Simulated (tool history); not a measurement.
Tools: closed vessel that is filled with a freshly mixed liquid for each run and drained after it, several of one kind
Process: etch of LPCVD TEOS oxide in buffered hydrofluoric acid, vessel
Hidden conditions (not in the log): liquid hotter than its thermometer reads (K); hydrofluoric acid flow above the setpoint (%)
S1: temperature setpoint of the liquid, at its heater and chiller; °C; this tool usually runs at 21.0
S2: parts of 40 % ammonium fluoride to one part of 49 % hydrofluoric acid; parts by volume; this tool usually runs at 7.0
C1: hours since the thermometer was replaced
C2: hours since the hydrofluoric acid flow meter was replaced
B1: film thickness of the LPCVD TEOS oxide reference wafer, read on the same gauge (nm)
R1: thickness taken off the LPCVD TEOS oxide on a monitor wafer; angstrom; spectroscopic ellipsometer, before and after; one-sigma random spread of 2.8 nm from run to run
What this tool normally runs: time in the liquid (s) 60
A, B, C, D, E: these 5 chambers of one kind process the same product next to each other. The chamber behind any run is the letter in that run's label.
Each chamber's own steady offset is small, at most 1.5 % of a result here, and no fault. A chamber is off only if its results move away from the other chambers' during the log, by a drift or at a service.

{"run": "1E", "hour": 4.9, "S1": 21.0, "S2": 7.0, "time in the liquid (s)": 60, "C1": 1472.6, "C2": 1476.8, "B1": 30.007, "R1": 3580.9}
{"run": "2B", "hour": 9.1, "S1": 21.0, "S2": 7.0, "time in the liquid (s)": 60, "C1": 1359.9, "C2": 1261.9, "B1": 29.951, "R1": 3555.7}
{"run": "3C", "hour": 14.0, "S1": 21.0, "S2": 7.0, "time in the liquid (s)": 60, "C1": 1819.1, "C2": 526.3, "B1": 30.028, "R1": 3575.0}
{"run": "4D", "hour": 17.7, "S1": 21.0, "S2": 7.0, "time in the liquid (s)": 60, "C1": 934.0, "C2": 333.5, "B1": 29.976, "R1": 3549.7}
{"run": "5A", "hour": 23.7, "S1": 21.0, "S2": 7.0, "time in the liquid (s)": 60, "C1": 766.5, "C2": 1542.8, "B1": 29.98, "R1": 3565.6}
{"hour": 23.8, "done": "chamber B: thermometer replaced"}
{"run": "6A", "hour": 28.6, "S1": 21.0, "S2": 7.0, "time in the liquid (s)": 60, "C1": 771.4, "C2": 1547.7, "B1": 29.994, "R1": 3601.9}
{"run": "7C", "hour": 32.7, "S1": 21.0, "S2": 6.0, "time in the liquid (s)": 60, "C1": 1837.8, "C2": 545.0, "B1": 29.986, "R1": 4120.3}
{"run": "8B", "hour": 36.6, "S1": 21.0, "S2": 6.0, "time in the liquid (s)": 60, "C1": 12.9, "C2": 1289.4, "B1": 29.979, "R1": 4041.2}
{"run": "9E", "hour": 41.9, "S1": 21.0, "S2": 6.0, "time in the liquid (s)": 60, "C1": 1509.6, "C2": 1513.8, "B1": 29.978, "R1": 4107.3}
{"run": "10D", "hour": 47.1, "S1": 21.0, "S2": 6.0, "time in the liquid (s)": 60, "C1": 963.4, "C2": 362.9, "B1": 30.004, "R1": 4039.5}
{"run": "11A", "hour": 53.8, "S1": 21.0, "S2": 6.0, "time in the liquid (s)": 60, "C1": 796.6, "C2": 1572.9, "B1": 30.018, "R1": 4162.1}
{"run": "12E", "hour": 59.1, "S1": 21.0, "S2": 7.0, "time in the liquid (s)": 60, "C1": 1526.8, "C2": 1531.0, "B1": 29.986, "R1": 3592.4}
{"run": "13D", "hour": 65.4, "S1": 21.0, "S2": 7.0, "time in the liquid (s)": 60, "C1": 981.7, "C2": 381.2, "B1": 30.029, "R1": 3551.9}
{"run": "14B", "hour": 69.5, "S1": 21.0, "S2": 7.0, "time in the liquid (s)": 35, "C1": 45.8, "C2": 1322.3, "B1": 30.008, "R1": 2089.1}
{"hour": 74.3, "done": "chamber A: hydrofluoric acid flow meter replaced"}
{"run": "15C", "hour": 76.4, "S1": 21.0, "S2": 7.0, "time in the liquid (s)": 35, "C1": 1881.5, "C2": 588.7, "B1": 30.017, "R1": 2094.3}
{"run": "16A", "hour": 80.6, "S1": 21.0, "S2": 7.0, "time in the liquid (s)": 35, "C1": 823.4, "C2": 6.3, "B1": 30.016, "R1": 2101.2}
{"run": "17E", "hour": 87.2, "S1": 21.0, "S2": 7.0, "time in the liquid (s)": 35, "C1": 1554.9, "C2": 1559.1, "B1": 29.984, "R1": 2098.6}
{"run": "18B", "hour": 92.0, "S1": 21.0, "S2": 7.0, "time in the liquid (s)": 35, "C1": 68.3, "C2": 1344.8, "B1": 29.996, "R1": 2058.1}
{"run": "19C", "hour": 98.7, "S1": 21.0, "S2": 7.0, "time in the liquid (s)": 60, "C1": 1903.8, "C2": 611.0, "B1": 30.03, "R1": 3566.8}
{"run": "20D", "hour": 102.3, "S1": 21.0, "S2": 7.0, "time in the liquid (s)": 60, "C1": 1018.6, "C2": 418.1, "B1": 30.024, "R1": 3700.8}
{"run": "21D", "hour": 105.7, "S1": 21.0, "S2": 7.0, "time in the liquid (s)": 60, "C1": 1022.0, "C2": 421.5, "B1": 29.977, "R1": 3709.3}
{"run": "22E", "hour": 111.5, "S1": 22.5, "S2": 5.5, "time in the liquid (s)": 60, "C1": 1579.2, "C2": 1583.4, "B1": 30.032, "R1": 4764.9}
{"run": "23C", "hour": 116.4, "S1": 22.5, "S2": 5.5, "time in the liquid (s)": 60, "C1": 1921.5, "C2": 628.7, "B1": 30.014, "R1": 4798.9}
{"run": "24A", "hour": 121.0, "S1": 22.5, "S2": 5.5, "time in the liquid (s)": 60, "C1": 863.8, "C2": 46.7, "B1": 30.037, "R1": 4894.9}
{"run": "25B", "hour": 127.3, "S1": 22.5, "S2": 5.5, "time in the liquid (s)": 60, "C1": 103.6, "C2": 1380.1, "B1": 29.984, "R1": 4776.3}
{"run": "26A", "hour": 133.0, "S1": 22.5, "S2": 5.5, "time in the liquid (s)": 60, "C1": 875.8, "C2": 58.7, "B1": 29.994, "R1": 4920.2}
{"run": "27E", "hour": 139.8, "S1": 21.0, "S2": 7.0, "time in the liquid (s)": 60, "C1": 1607.5, "C2": 1611.7, "B1": 29.983, "R1": 3598.0}
{"run": "28D", "hour": 144.1, "S1": 21.0, "S2": 7.0, "time in the liquid (s)": 60, "C1": 1060.4, "C2": 459.9, "B1": 29.975, "R1": 3799.4}
{"run": "29C", "hour": 148.9, "S1": 21.0, "S2": 7.0, "time in the liquid (s)": 60, "C1": 1954.0, "C2": 661.2, "B1": 29.988, "R1": 3620.9}
{"run": "30B", "hour": 155.4, "S1": 21.0, "S2": 7.0, "time in the liquid (s)": 60, "C1": 131.7, "C2": 1408.2, "B1": 29.991, "R1": 3567.8}
{"run": "31C", "hour": 160.4, "S1": 21.0, "S2": 7.0, "time in the liquid (s)": 60, "C1": 1965.5, "C2": 672.7, "B1": 30.006, "R1": 3566.9}
{"run": "32A", "hour": 165.5, "S1": 21.0, "S2": 7.0, "time in the liquid (s)": 60, "C1": 908.3, "C2": 91.2, "B1": 30.015, "R1": 3619.2}

The same settings go to every chamber for the next run, one line per chamber below. Forecast the results for each:
{"run": "33A", "hour": 170.5, "S1": 21.0, "S2": 5.0, "time in the liquid (s)": 60, "R1": "?"}
{"run": "33B", "hour": 170.5, "S1": 21.0, "S2": 5.0, "time in the liquid (s)": 60, "R1": "?"}
{"run": "33C", "hour": 170.5, "S1": 21.0, "S2": 5.0, "time in the liquid (s)": 60, "R1": "?"}
{"run": "33D", "hour": 170.5, "S1": 21.0, "S2": 5.0, "time in the liquid (s)": 60, "R1": "?"}
{"run": "33E", "hour": 170.5, "S1": 21.0, "S2": 5.0, "time in the liquid (s)": 60, "R1": "?"}

run=33A R1=4792.6
run=33B R1=4787.3
run=33C R1=4778.2
run=33D R1=5158.2
run=33E R1=4826.2
